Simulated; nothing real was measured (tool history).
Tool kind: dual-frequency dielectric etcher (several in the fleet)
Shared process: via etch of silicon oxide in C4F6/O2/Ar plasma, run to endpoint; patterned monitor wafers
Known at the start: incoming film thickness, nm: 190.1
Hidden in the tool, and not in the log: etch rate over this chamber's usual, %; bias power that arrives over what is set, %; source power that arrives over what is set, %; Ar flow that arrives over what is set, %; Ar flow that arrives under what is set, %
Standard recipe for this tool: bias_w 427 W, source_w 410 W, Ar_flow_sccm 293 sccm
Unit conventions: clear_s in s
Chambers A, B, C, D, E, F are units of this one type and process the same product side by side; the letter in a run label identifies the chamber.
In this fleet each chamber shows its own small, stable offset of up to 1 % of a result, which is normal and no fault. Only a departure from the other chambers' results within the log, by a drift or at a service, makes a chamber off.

run,hour,bias_w,source_w,Ar_flow_sccm,hours since the last wet clean,hours since the last bias power generator calibration,hours since the last source power generator calibration,hours since the last Ar flow controller change,clear_s
1A,6.2,427,410,293,319,2887.3,953,538.6,43.389
2F,15.8,427,410,293,71.4,2179.5,777.2,552.2,44.194
3E,22.1,427,410,293,255.8,1898,3201.9,368.5,44.098
4B,27.3,427,410,293,163.5,2008.8,715.7,166.9,44.154
5C,32.2,427,410,293,270.5,1314.5,1324.5,532.9,43.82
# hour 41.4: chamber D: Ar flow controller replaced
6D,41.4,427,410,293,99.9,1115.9,732.5,0,44.008
7E,50.6,427,410,293,284.3,1926.5,3230.4,397,43.236
8B,58,427,410,293,194.2,2039.5,746.4,197.6,44.007
9F,63,427,410,293,118.6,2226.7,824.4,599.4,43.782
10A,74,427,410,239,386.8,2955.1,1020.8,606.4,42.761
11D,81.4,427,410,239,139.9,1155.9,772.5,40,42.439
12C,86.3,427,410,239,324.6,1368.6,1378.6,587,42.517
13C,95,427,410,239,333.3,1377.3,1387.3,595.7,42.9
14E,100.2,427,410,239,333.9,1976.1,3280,446.6,43.2
# hour 105.9: chamber E: source power generator calibrated
15F,107,427,410,239,162.6,2270.7,868.4,643.4,43.646
# hour 108.2: chamber A: bias power generator calibrated
16A,113.1,427,410,293,425.9,4.9,1059.9,645.5,44.063
17D,120.1,427,410,293,178.6,1194.6,811.2,78.7,43.785
18B,127.4,371,310,293,263.6,2108.9,815.8,267,51.117
19D,134.3,371,310,293,192.8,1208.8,825.4,92.9,51.097
20C,141.4,371,310,293,379.7,1423.7,1433.7,642.1,51.388
21A,148.2,371,310,293,461,40,1095,680.6,51.534
22F,154.8,371,310,293,210.4,2318.5,916.2,691.2,52.28
23E,161.9,371,310,293,395.6,2037.8,56.1,508.3,51.534
24B,170.9,427,410,293,307.1,2152.4,859.3,310.5,44.046
# hour 172.4: chamber C: wet clean of the chamber
25E,176.4,427,410,293,410.1,2052.3,70.6,522.8,44.126
26F,187.3,500,410,293,242.9,2351,948.7,723.7,41.785
27C,196.3,500,410,293,24,1478.6,1488.6,697,41.413
28B,204.8,500,410,293,341,2186.3,893.2,344.4,42.009
29A,213.6,500,410,293,526.4,105.4,1160.4,746,42.162
30D,221.4,500,410,293,279.9,1295.9,912.5,180,40.776
31F,227.5,500,410,293,283.1,2391.2,988.9,763.9,41.844
32B,237.6,427,410,293,373.8,2219.1,926,377.2,43.908
33E,244.4,427,330,269,478.1,2120.3,138.6,590.8,47.35
# hour 249.8: chamber C: source power generator calibrated
34C,254.8,427,330,269,82.5,1537.1,5.1,755.5,47.264
35A,262,427,330,269,574.8,153.8,1208.8,794.4,47.416
36D,266.8,427,330,269,325.3,1341.3,957.9,225.4,46.871
37A,272.8,427,330,269,585.6,164.6,1219.6,805.2,46.797
38D,278.3,427,330,269,336.8,1352.8,969.4,236.9,47.397
39E,283.6,427,410,293,517.3,2159.5,177.8,630,44.068
40C,289.6,427,410,293,117.3,1571.9,39.9,790.3,43.689
41F,299.5,427,410,293,355.1,2463.2,1060.9,835.9,44.458
42B,310.3,427,410,293,446.5,2291.8,998.7,449.9,43.754

All 6 chambers run these settings next. Forecast each chamber's results:
43A,318.2,427,410,293,,,,,?
43B,318.2,427,410,293,,,,,?
43C,318.2,427,410,293,,,,,?
43D,318.2,427,410,293,,,,,?
43E,318.2,427,410,293,,,,,?
43F,318.2,427,410,293,,,,,?

run,clear_s
43A,44.613
43B,43.371
43C,44.069
43D,44.222
43E,44.242
43F,44.4
